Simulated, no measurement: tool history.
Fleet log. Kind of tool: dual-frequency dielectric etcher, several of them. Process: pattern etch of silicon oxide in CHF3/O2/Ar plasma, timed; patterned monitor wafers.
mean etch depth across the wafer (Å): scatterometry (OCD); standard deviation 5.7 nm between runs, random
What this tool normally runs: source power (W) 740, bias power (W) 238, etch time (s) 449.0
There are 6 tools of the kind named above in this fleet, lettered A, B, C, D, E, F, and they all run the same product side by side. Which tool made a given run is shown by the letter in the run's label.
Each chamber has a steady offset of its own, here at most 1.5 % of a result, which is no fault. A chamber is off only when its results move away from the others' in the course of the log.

| run | hour | source power (W) | bias power (W) | etch time (s) | hours since the last wet clean | hours since the last source power generator calibration | hours since the last bias power generator calibration | read-back reference wafer on the same gauge, depth_nm | mean etch depth across the wafer (Å) |
|---|---|---|---|---|---|---|---|---|---|
| 1D | 9.1 | 740 | 238 | 449.0 | 26.2 | 714.1 | 219.7 | 1090.0 | 10666.0 |
| 2F | 16.1 | 740 | 238 | 449.0 | 107.6 | 1487.5 | 2039.6 | 1090.1 | 10368.0 |
| 3A | 25.6 | 740 | 238 | 449.0 | 258.8 | 1394.6 | 580.5 | 1091.1 | 10712.0 |
| 4B | 36.2 | 740 | 238 | 449.0 | 309.2 | 3444.4 | 1529.3 | 1089.3 | 10576.0 |
| 5E | 45.5 | 580 | 238 | 538.0 | 373.7 | 2123.9 | 168.2 | 1089.3 | 11489.0 |
| 6C | 52.7 | 580 | 238 | 538.0 | 306.8 | 2906.3 | 1921.4 | 1090.4 | 11659.0 |
| 7A | 62.7 | 580 | 238 | 538.0 | 295.9 | 1431.7 | 617.6 | 1090.4 | 11742.0 |
| 8C | 68.1 | 580 | 238 | 538.0 | 322.2 | 2921.7 | 1936.8 | 1090.8 | 11634.0 |
| 9F | 79.5 | 580 | 238 | 538.0 | 171.0 | 1550.9 | 2103.0 | 1090.9 | 11377.0 |
| 10D | 85.5 | 580 | 238 | 538.0 | 102.6 | 790.5 | 296.1 | 1089.9 | 11791.0 |
| 11E | 97.3 | 740 | 190 | 449.0 | 425.5 | 2175.7 | 220.0 | 1090.9 | 9715.1 |
| 12B | 103.1 | 740 | 190 | 449.0 | 376.1 | 3511.3 | 1596.2 | 1088.9 | 9813.8 |
| 13C | 111.3 | 740 | 190 | 449.0 | 365.4 | 2964.9 | 1980.0 | 1089.8 | 9854.3 |
| 14A | 121.5 | 740 | 190 | 449.0 | 354.7 | 1490.5 | 676.4 | 1089.7 | 9872.0 |
| 15D | 130.0 | 740 | 190 | 449.0 | 147.1 | 835.0 | 340.6 | 1091.2 | 9872.2 |
| 16F | 137.8 | 740 | 190 | 449.0 | 229.3 | 1609.2 | 2161.3 | 1089.6 | 9749.1 |
| 17B | 146.1 | 740 | 238 | 449.0 | 419.1 | 3554.3 | 1639.2 | 1089.6 | 10521.0 |
| 18E | 155.2 | 740 | 238 | 564.5 | 483.4 | 2233.6 | 277.9 | 1090.6 | 13070.0 |
| 19F | 166.6 | 740 | 238 | 564.5 | 258.1 | 1638.0 | 2190.1 | 1090.9 | 13223.0 |
|  | 178.5 | chamber C: wet clean of the chamber |
| 20B | 178.6 | 740 | 238 | 564.5 | 451.6 | 3586.8 | 1671.7 | 1090.2 | 13189.0 |
| 21E | 189.6 | 740 | 238 | 564.5 | 517.8 | 2268.0 | 312.3 | 1092.2 | 12883.0 |
| 22A | 201.4 | 740 | 238 | 564.5 | 434.6 | 1570.4 | 756.3 | 1091.0 | 13443.0 |
| 23D | 208.2 | 740 | 238 | 564.5 | 225.3 | 913.2 | 418.8 | 1089.8 | 13378.0 |
| 24C | 216.7 | 740 | 238 | 449.0 | 38.3 | 3070.3 | 2085.4 | 1089.1 | 10715.0 |
| 25A | 226.4 | 740 | 238 | 449.0 | 459.6 | 1595.4 | 781.3 | 1090.5 | 10652.0 |
| 26B | 235.2 | 740 | 238 | 449.0 | 508.2 | 3643.4 | 1728.3 | 1089.9 | 10548.0 |
| 27C | 243.7 | 740 | 238 | 449.0 | 65.3 | 3097.3 | 2112.4 | 1087.9 | 10708.0 |
|  | 253.2 | chamber A: wet clean of the chamber |
| 28D | 255.6 | 740 | 238 | 449.0 | 272.7 | 960.6 | 466.2 | 1090.4 | 10739.0 |
| 29F | 261.5 | 740 | 238 | 449.0 | 353.0 | 1732.9 | 2285.0 | 1091.0 | 10466.0 |
| 30E | 270.7 | 740 | 238 | 449.0 | 598.9 | 2349.1 | 393.4 | 1088.8 | 10088.0 |
| 31F | 282.6 | 600 | 238 | 401.5 | 374.1 | 1754.0 | 2306.1 | 1091.2 | 8731.7 |
|  | 283.6 | chamber B: wet clean of the chamber |
| 32D | 291.8 | 600 | 238 | 401.5 | 308.9 | 996.8 | 502.4 | 1089.6 | 8820.2 |
| 33A | 303.5 | 600 | 238 | 401.5 | 50.4 | 1672.5 | 858.4 | 1091.3 | 8878.4 |
|  | 305.9 | chamber C: source power generator calibrated |
| 34C | 311.3 | 600 | 238 | 401.5 | 132.9 | 5.4 | 2180.0 | 1091.3 | 8871.5 |
| 35B | 317.1 | 600 | 238 | 401.5 | 33.6 | 3725.3 | 1810.2 | 1090.4 | 8659.0 |
| 36E | 322.6 | 600 | 238 | 401.5 | 650.8 | 2401.0 | 445.3 | 1090.4 | 8303.1 |
| 37D | 331.3 | 590 | 238 | 400.0 | 348.4 | 1036.3 | 541.9 | 1089.2 | 8772.4 |
| 38E | 341.3 | 590 | 238 | 400.0 | 669.5 | 2419.7 | 464.0 | 1090.9 | 8169.2 |

Which is it: a chamber that has drifted or been left off by a service, a gauge drift common to all chambers, or only each chamber's usual small offset? If a chamber is off, name it and its likeliest cause.

Little by little, chamber E moves away from the other chambers.
What lies behind it: etch rate under this chamber's usual, % = 5.4.

Below are 4 candidate recipes for chamber E's next run, each the usual settings with a change, their results shown as question marks. Which of them brings E's results back in line with what the other chambers give on the usual settings?
In line means no further than this from the other chambers' mean on the usual settings: mean etch depth across the wafer (Å) 200.0
| 39E-1 | 350.2 | 730 | 236 | 437.0 |  |  |  |  | ? |
| 39E-2 | 350.2 | 740 | 240 | 462.0 |  |  |  |  | ? |
| 39E-3 | 350.2 | 750 | 241 | 474.0 |  |  |  |  | ? |
| 39E-4 | 350.2 | 730 | 235 | 424.0 |  |  |  |  | ? |

On the usual settings, the other chambers give on average: mean etch depth across the wafer (Å) 10621.0
| run | mean etch depth across the wafer (Å) |
|---|---|
| 39E-1 | 9580.9 |
| 39E-2 | 10242.0 |
| 39E-3 | 10577.0 |
| 39E-4 | 9282.0 |
Change 39E-3 lands the chamber within the allowed miss of the other chambers.

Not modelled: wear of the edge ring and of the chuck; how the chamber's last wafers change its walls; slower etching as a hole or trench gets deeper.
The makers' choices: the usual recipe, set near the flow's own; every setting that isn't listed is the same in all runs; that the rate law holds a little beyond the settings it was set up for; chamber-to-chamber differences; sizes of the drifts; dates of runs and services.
